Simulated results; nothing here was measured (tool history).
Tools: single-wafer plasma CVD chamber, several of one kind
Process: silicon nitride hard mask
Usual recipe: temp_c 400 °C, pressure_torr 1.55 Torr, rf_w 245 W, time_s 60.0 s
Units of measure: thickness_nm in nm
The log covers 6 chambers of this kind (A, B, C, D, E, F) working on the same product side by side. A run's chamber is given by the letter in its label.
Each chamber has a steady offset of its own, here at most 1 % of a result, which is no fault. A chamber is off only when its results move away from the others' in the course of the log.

| run | day | temp_c | pressure_torr | rf_w | time_s | read-back reference wafer on the same gauge, thickness_nm | thickness_nm |
|---|---|---|---|---|---|---|---|
| 1F | 0.400 | 400 | 1.55 | 245 | 60.0 | 69.769 | 59.109 |
| 2E | 0.792 | 400 | 1.55 | 245 | 60.0 | 69.779 | 58.875 |
| 3A | 1.196 | 400 | 1.55 | 245 | 60.0 | 69.738 | 59.693 |
| 4B | 1.654 | 400 | 1.55 | 245 | 60.0 | 69.759 | 59.239 |
| 5C | 1.962 | 400 | 1.55 | 245 | 60.0 | 69.766 | 59.241 |
| 6D | 2.312 | 400 | 1.55 | 245 | 60.0 | 69.720 | 59.917 |
| 7A | 2.771 | 400 | 1.55 | 245 | 60.0 | 69.726 | 59.668 |
|  | 2.942 | chamber C: capacitance manometer re-zeroed and calibrated |
| 8F | 3.092 | 400 | 1.55 | 245 | 60.0 | 69.722 | 59.241 |
| 9E | 3.392 | 392 | 1.55 | 225 | 60.0 | 69.686 | 55.732 |
| 10B | 3.712 | 392 | 1.55 | 225 | 60.0 | 69.688 | 55.730 |
| 11D | 3.908 | 392 | 1.55 | 225 | 60.0 | 69.709 | 56.546 |
| 12C | 4.242 | 392 | 1.55 | 225 | 60.0 | 69.663 | 55.811 |
| 13A | 4.588 | 392 | 1.55 | 225 | 60.0 | 69.664 | 56.359 |
| 14D | 5.021 | 392 | 1.55 | 225 | 60.0 | 69.670 | 56.586 |
| 15E | 5.358 | 400 | 1.55 | 245 | 60.0 | 69.659 | 58.812 |
| 16F | 5.650 | 400 | 1.55 | 245 | 60.0 | 69.634 | 59.082 |
| 17C | 6.029 | 400 | 1.55 | 245 | 60.0 | 69.635 | 59.179 |
| 18B | 6.442 | 400 | 1.55 | 245 | 60.0 | 69.621 | 59.031 |
| 19E | 6.804 | 400 | 1.55 | 245 | 60.0 | 69.615 | 58.681 |
| 20D | 7.146 | 400 | 1.55 | 245 | 55.2 | 69.566 | 55.065 |
| 21B | 7.550 | 400 | 1.55 | 245 | 55.2 | 69.568 | 54.413 |
|  | 7.675 | chamber A: RF generator calibrated |
| 22F | 7.792 | 400 | 1.55 | 245 | 55.2 | 69.591 | 54.423 |
| 23C | 8.096 | 400 | 1.55 | 245 | 55.2 | 69.571 | 54.458 |
|  | 8.454 | chamber A: thermocouple changed; heater temperature recalibrated |
| 24A | 8.533 | 400 | 1.55 | 245 | 55.2 | 69.567 | 54.875 |
| 25F | 8.838 | 400 | 1.55 | 245 | 55.2 | 69.527 | 54.189 |
|  | 8.871 | chamber B: RF generator calibrated |
| 26E | 9.296 | 400 | 1.55 | 245 | 60.0 | 69.518 | 58.747 |
| 27D | 9.733 | 400 | 1.55 | 245 | 60.0 | 69.502 | 59.819 |
| 28C | 10.079 | 390 | 1.55 | 285 | 60.0 | 69.513 | 65.954 |
|  | 10.254 | chamber F: RF generator calibrated |
| 29A | 10.329 | 390 | 1.55 | 285 | 60.0 | 69.507 | 66.306 |
| 30B | 10.529 | 390 | 1.55 | 285 | 60.0 | 69.501 | 65.904 |
| 31D | 10.771 | 390 | 1.55 | 285 | 60.0 | 69.489 | 66.787 |
| 32F | 11.008 | 390 | 1.55 | 285 | 60.0 | 69.452 | 65.891 |
| 33C | 11.417 | 390 | 1.55 | 285 | 60.0 | 69.446 | 65.972 |
| 34E | 11.788 | 400 | 1.55 | 245 | 60.0 | 69.449 | 58.831 |
| 35B | 12.067 | 400 | 1.55 | 245 | 60.0 | 69.440 | 58.957 |
| 36A | 12.392 | 400 | 1.55 | 245 | 60.0 | 69.426 | 59.468 |
| 37B | 12.767 | 400 | 1.55 | 245 | 60.0 | 69.438 | 58.880 |
| 38C | 13.096 | 400 | 1.18 | 245 | 51.5 | 69.425 | 46.637 |
| 39A | 13.312 | 400 | 1.18 | 245 | 51.5 | 69.404 | 47.002 |

Is one chamber out of step, is the gauge drifting, or do the chambers differ by no more than their own small offsets? For an off chamber, give its letter and the likeliest cause.

The gauge drifts, so all chambers seem to drift together. No chamber is off.
Cause: gauge reads low (%) = 0.566.
